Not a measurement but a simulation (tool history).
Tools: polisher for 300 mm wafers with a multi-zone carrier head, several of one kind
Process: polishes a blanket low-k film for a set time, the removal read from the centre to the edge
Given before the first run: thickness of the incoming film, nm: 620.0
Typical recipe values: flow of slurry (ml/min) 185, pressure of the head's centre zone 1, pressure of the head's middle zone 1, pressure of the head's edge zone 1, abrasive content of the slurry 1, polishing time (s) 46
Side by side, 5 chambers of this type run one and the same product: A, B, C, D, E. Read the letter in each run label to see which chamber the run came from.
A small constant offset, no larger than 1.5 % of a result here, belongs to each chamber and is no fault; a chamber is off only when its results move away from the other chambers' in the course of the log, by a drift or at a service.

run   hour  flow of slurry (ml/min)  pressure of the head's centre zone  pressure of the head's middle zone  pressure of the head's edge zone  abrasive content of the slurry  polishing time (s)  wafers polished on this pad  hours since the slurry nozzle was cleaned  hours since the centre zone pressure was calibrated  hours since the edge zone pressure was calibrated  film removed at the wafer's centre (Å)  film removed at mid-radius (Å)  film removed at the wafer's edge (Å)
       0.9  -- chamber E: worn pad replaced by a new one
 1D   12.6                      185                                   1                                   1                                 1                               1                  46                          241                                      371.7                                                  103                                              732.6                                  187.29                          185.71                                184.11
 2B     22                      185                                   1                                   1                                 1                               1                  46                          522                                      103.8                                               1314.4                                             1411.8                                  184.87                          188.07                                184.05
      25.8  -- chamber C: edge zone pressure recalibrated
 3C     35                      185                                   1                                   1                                 1                               1                  46                          527                                       67.3                                                  128                                                9.2                                  188.43                          183.78                                 187.6
      43.7  -- chamber B: centre zone pressure recalibrated
 4A   46.5                      185                                   1                                   1                                 1                               1                  46                          934                                       85.9                                                857.3                                              118.2                                  186.12                          184.79                                184.86
 5E   60.7                      225                                   1                                   1                              0.91                               1                  46                          423                                      443.6                                                323.2                                              161.8                                  191.54                          195.15                                180.31
 6C   70.3                      225                                   1                                   1                              0.91                               1                  46                          777                                      102.6                                                163.3                                               44.5                                  192.12                          189.69                                181.97
      78.2  -- chamber B: edge zone pressure recalibrated
 7A   81.7                      225                                   1                                   1                              0.91                               1                  46                         1183                                      121.1                                                892.5                                              153.4                                  193.97                          194.54                                181.65
      87.3  -- chamber E: slurry nozzle cleaned
 8E   93.2                      225                                   1                                   1                              0.91                               1                  46                          653                                        5.9                                                355.7                                              194.3                                  189.08                          188.25                                178.64
      96.6  -- chamber E: worn pad replaced by a new one
 9D    106                      225                                   1                                   1                              0.91                               1                  46                          902                                      465.1                                                196.4                                                826                                  190.52                          186.61                                178.45
     108.4  -- chamber B: worn pad replaced by a new one
     112.1  -- chamber C: worn pad replaced by a new one
10B  112.5                      185                                   1                                   1                                 1                               1                  46                           29                                      194.3                                                 68.9                                               34.4                                  189.23                          189.49                                187.58
     113.8  -- chamber A: worn pad replaced by a new one
     114.4  -- chamber E: centre zone pressure recalibrated
11B  123.8                      185                                   1                                   1                                 1                               1                  46                          109                                      205.6                                                 80.2                                               45.7                                  187.54                          188.59                                 183.3
12D  132.1                      185                                   1                                   1                                 1                               1                  46                         1087                                      491.2                                                222.5                                              852.1                                  180.58                          184.91                                181.81
13E  146.6                      185                                   1                                   1                                 1                               1                  46                          354                                       59.3                                                 32.3                                              247.7                                   174.3                          188.51                                185.72
     149.7  -- chamber D: worn pad replaced by a new one
14A  159.9                      185                                1.08                                   1                                 1                            1.25                  46                          326                                      199.3                                                970.7                                              231.6                                  219.33                          206.61                                204.96
15C  168.5                      185                                1.08                                   1                                 1                            1.25                  46                          399                                      200.8                                                261.5                                              142.7                                  221.45                          200.55                                208.23
16E  175.4                      185                                1.08                                   1                                 1                            1.25                  46                          558                                       88.1                                                 61.1                                              276.5                                  209.25                          201.77                                 201.6
     181.8  -- chamber A: slurry nozzle cleaned
17A  185.7                      185                                1.08                                   1                                 1                            1.25                  46                          509                                        3.9                                                996.5                                              257.4                                  220.23                          206.54                                205.46
     192.2  -- chamber E: worn pad replaced by a new one
18D    193                      185                                1.08                                   1                                 1                            1.25                  46                          307                                      552.1                                                283.4                                                913                                  220.49                          204.53                                200.85
     201.7  -- chamber C: slurry nozzle cleaned
19C  206.3                      185                                   1                                   1                                 1                               1                  46                          667                                        4.6                                                299.3                                              180.5                                  186.61                          183.45                                187.83
20B  216.2                      185                                   1                                   1                                 1                               1                  46                          763                                        298                                                172.6                                              138.1                                  186.48                           187.9                                187.41
       227  -- chamber D: slurry nozzle cleaned
21D    230                      185                                   1                                   1                                 1                               1                  46                          569                                          3                                                320.4                                                950                                  181.62                          183.33                                183.97
22E  241.7                      185                                   1                                   1                                 1                               1                  46                          350                                      154.4                                                127.4                                              342.8                                  171.98                          181.83                                184.57
23C  255.9                      185                                   1                                   1                                 1                               1                  46                         1018                                       54.2                                                348.9                                              230.1                                  186.29                          185.42                                185.88
     264.7  -- chamber B: slurry nozzle cleaned
24A  265.8                      185                                   1                                   1                                 1                               1                  46                         1076                                         84                                               1076.6                                              337.5                                  185.06                          183.73                                187.39
25B  274.2                      185                                   1                                   1                                 1                               1                  46                         1173                                        9.6                                                230.6                                              196.1                                  186.44                           188.4                                186.59
     281.4  -- chamber C: worn pad replaced by a new one
     282.2  -- chamber E: worn pad replaced by a new one
     283.1  -- chamber B: worn pad replaced by a new one
26A  285.5                      185                                   1                                   1                                 1                               1                  46                         1215                                      103.7                                               1096.3                                              357.2                                  185.91                          186.45                                185.67
27B  299.6                      185                                   1                                   1                                 1                               1                  46                          117                                         35                                                  256                                              221.5                                  190.15                          182.73                                 183.8
28E  311.4                      185                                   1                                   1                                 1                               1                  46                          207                                      224.1                                                197.1                                              412.5                                  174.73                          186.48                                182.13
29C  321.6                      185                                   1                                   1                                 1                               1                  46                          285                                      119.9                                                414.6                                              295.8                                  188.17                          185.31                                185.69
30D  331.7                      185                                   1                                   1                                 1                               1                  46                         1289                                      104.7                                                422.1                                             1051.7                                  182.82                          183.67                                183.16
31C  342.7                      185                                   1                                   1                                 1                               1                  46                          434                                        141                                                435.7                                              316.9                                  185.28                          183.32                                185.93
32B  353.4                      215                                   1                                   1                              1.09                               1                  46                          497                                       88.8                                                309.8                                              275.3                                  190.09                          190.66                                197.58

Read the log: is a single chamber off, either drifting away or since a service, is the gauge that measures every chamber drifting, or is nothing wrong beyond small per-chamber offsets? Name any odd chamber and what most likely caused it.

Chamber E has stood off from the others ever since a service on it.
Most likely cause: centre zone's pressure below its setpoint, % = 5.81.

Here are 4 candidates for chamber E's next run, each the usual settings with a change, their results left as question marks. Which one brings its results back in line with what the others give on the usual settings?
To be in line, a result may differ from the other chambers' mean on the usual settings by at most: film removed at the wafer's centre (Å) 5.1; film removed at mid-radius (Å) 7.7; film removed at the wafer's edge (Å) 4.6
33E-1  363.8                      180                                0.95                                1.01                              1.01                               1                  46                                                                                                                                                                                                                       ?                               ?                                     ?
33E-2  363.8                      180                                0.91                                1.02                              1.03                               1                  45                                                                                                                                                                                                                       ?                               ?                                     ?
33E-3  363.8                      190                                1.05                                0.99                              0.98                               1                  47                                                                                                                                                                                                                       ?                               ?                                     ?
33E-4  363.8                      195                                 1.1                                0.98                              0.97                               1                  47                                                                                                                                                                                                                       ?                               ?                                     ?

Other chambers, usual settings, mean: film removed at the wafer's centre (Å) 185.71; film removed at mid-radius (Å) 185.82; film removed at the wafer's edge (Å) 185.45
  run  film removed at the wafer's centre (Å)  film removed at mid-radius (Å)  film removed at the wafer's edge (Å)
33E-1                                  163.71                          185.17                                184.87
33E-2                                  152.81                          182.84                                182.72
33E-3                                  188.26                          187.25                                187.14
33E-4                                  198.82                           186.2                                186.72
The right change is 33E-3: it brings the chamber back within the allowed miss of the others.
